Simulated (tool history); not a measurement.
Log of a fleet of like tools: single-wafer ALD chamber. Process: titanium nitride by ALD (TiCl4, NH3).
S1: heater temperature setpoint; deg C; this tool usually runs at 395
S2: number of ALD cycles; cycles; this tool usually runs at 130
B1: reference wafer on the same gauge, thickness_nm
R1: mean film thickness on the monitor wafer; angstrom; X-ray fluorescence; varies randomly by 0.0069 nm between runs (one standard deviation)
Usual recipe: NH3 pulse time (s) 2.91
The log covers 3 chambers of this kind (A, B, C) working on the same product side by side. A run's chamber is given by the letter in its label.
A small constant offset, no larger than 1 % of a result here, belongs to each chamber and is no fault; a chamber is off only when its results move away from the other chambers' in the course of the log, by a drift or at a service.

run 1C hour=11.5 | S1=395 S2=130 NH3_pulse_time_(s)=2.91 | B1=3.0876 | R1=29.104
run 2B hour=19.8 | S1=395 S2=130 NH3_pulse_time_(s)=2.91 | B1=3.0899 | R1=28.683
run 3A hour=34.1 | S1=395 S2=130 NH3_pulse_time_(s)=2.91 | B1=3.0888 | R1=29.025
run 4B hour=47.7 | S1=395 S2=130 NH3_pulse_time_(s)=2.91 | B1=3.0909 | R1=28.818
run 5A hour=58.0 | S1=395 S2=130 NH3_pulse_time_(s)=2.91 | B1=3.0918 | R1=28.977
run 6C hour=69.7 | S1=402 S2=130 NH3_pulse_time_(s)=2.05 | B1=3.0888 | R1=28.785
run 7A hour=78.6 | S1=402 S2=130 NH3_pulse_time_(s)=2.05 | B1=3.0918 | R1=28.879
run 8C hour=92.2 | S1=402 S2=130 NH3_pulse_time_(s)=2.05 | B1=3.0893 | R1=28.753
run 9B hour=104.9 | S1=395 S2=130 NH3_pulse_time_(s)=2.91 | B1=3.0902 | R1=28.760
run 10B hour=119.5 | S1=395 S2=117 NH3_pulse_time_(s)=2.91 | B1=3.0892 | R1=26.011
run 11A hour=130.9 | S1=395 S2=117 NH3_pulse_time_(s)=2.91 | B1=3.0888 | R1=26.207
run 12C hour=137.2 | S1=395 S2=117 NH3_pulse_time_(s)=2.91 | B1=3.0891 | R1=26.140
run 13C hour=146.3 | S1=395 S2=130 NH3_pulse_time_(s)=2.91 | B1=3.0884 | R1=29.098
run 14A hour=153.2 | S1=395 S2=130 NH3_pulse_time_(s)=2.91 | B1=3.0898 | R1=29.068
run 15B hour=167.0 | S1=395 S2=130 NH3_pulse_time_(s)=2.91 | B1=3.0895 | R1=28.737
run 16C hour=178.8 | S1=395 S2=113 NH3_pulse_time_(s)=2.91 | B1=3.0896 | R1=25.332
run 17A hour=191.5 | S1=395 S2=113 NH3_pulse_time_(s)=2.91 | B1=3.0881 | R1=25.204
run 18B hour=205.8 | S1=395 S2=113 NH3_pulse_time_(s)=2.91 | B1=3.0891 | R1=25.002
run 19B hour=218.7 | S1=395 S2=130 NH3_pulse_time_(s)=2.91 | B1=3.0907 | R1=28.896
run 20A hour=228.4 | S1=395 S2=130 NH3_pulse_time_(s)=2.91 | B1=3.0905 | R1=28.946
run 21C hour=239.6 | S1=380 S2=130 NH3_pulse_time_(s)=2.91 | B1=3.0916 | R1=28.729
run 22B hour=251.1 | S1=380 S2=130 NH3_pulse_time_(s)=2.91 | B1=3.0896 | R1=28.577
run 23A hour=258.3 | S1=380 S2=130 NH3_pulse_time_(s)=2.91 | B1=3.0902 | R1=28.738
run 24C hour=265.2 | S1=395 S2=130 NH3_pulse_time_(s)=2.91 | B1=3.0911 | R1=29.013
run 25A hour=275.0 | S1=403 S2=130 NH3_pulse_time_(s)=4.05 | B1=3.0894 | R1=29.394
run 26B hour=285.8 | S1=403 S2=130 NH3_pulse_time_(s)=4.05 | B1=3.0922 | R1=29.193
run 27C hour=296.9 | S1=403 S2=130 NH3_pulse_time_(s)=4.05 | B1=3.0906 | R1=29.474
run 28A hour=303.3 | S1=395 S2=130 NH3_pulse_time_(s)=2.91 | B1=3.0871 | R1=29.098
run 29C hour=315.7 | S1=395 S2=130 NH3_pulse_time_(s)=2.91 | B1=3.0889 | R1=29.120

What goes on in this fleet: one chamber off, a drifting gauge, or nothing beyond the chambers' own small offsets? Name the chamber and the cause, if any.

The fleet is healthy, with each chamber sitting at its usual small offset and no drift in the gauge.
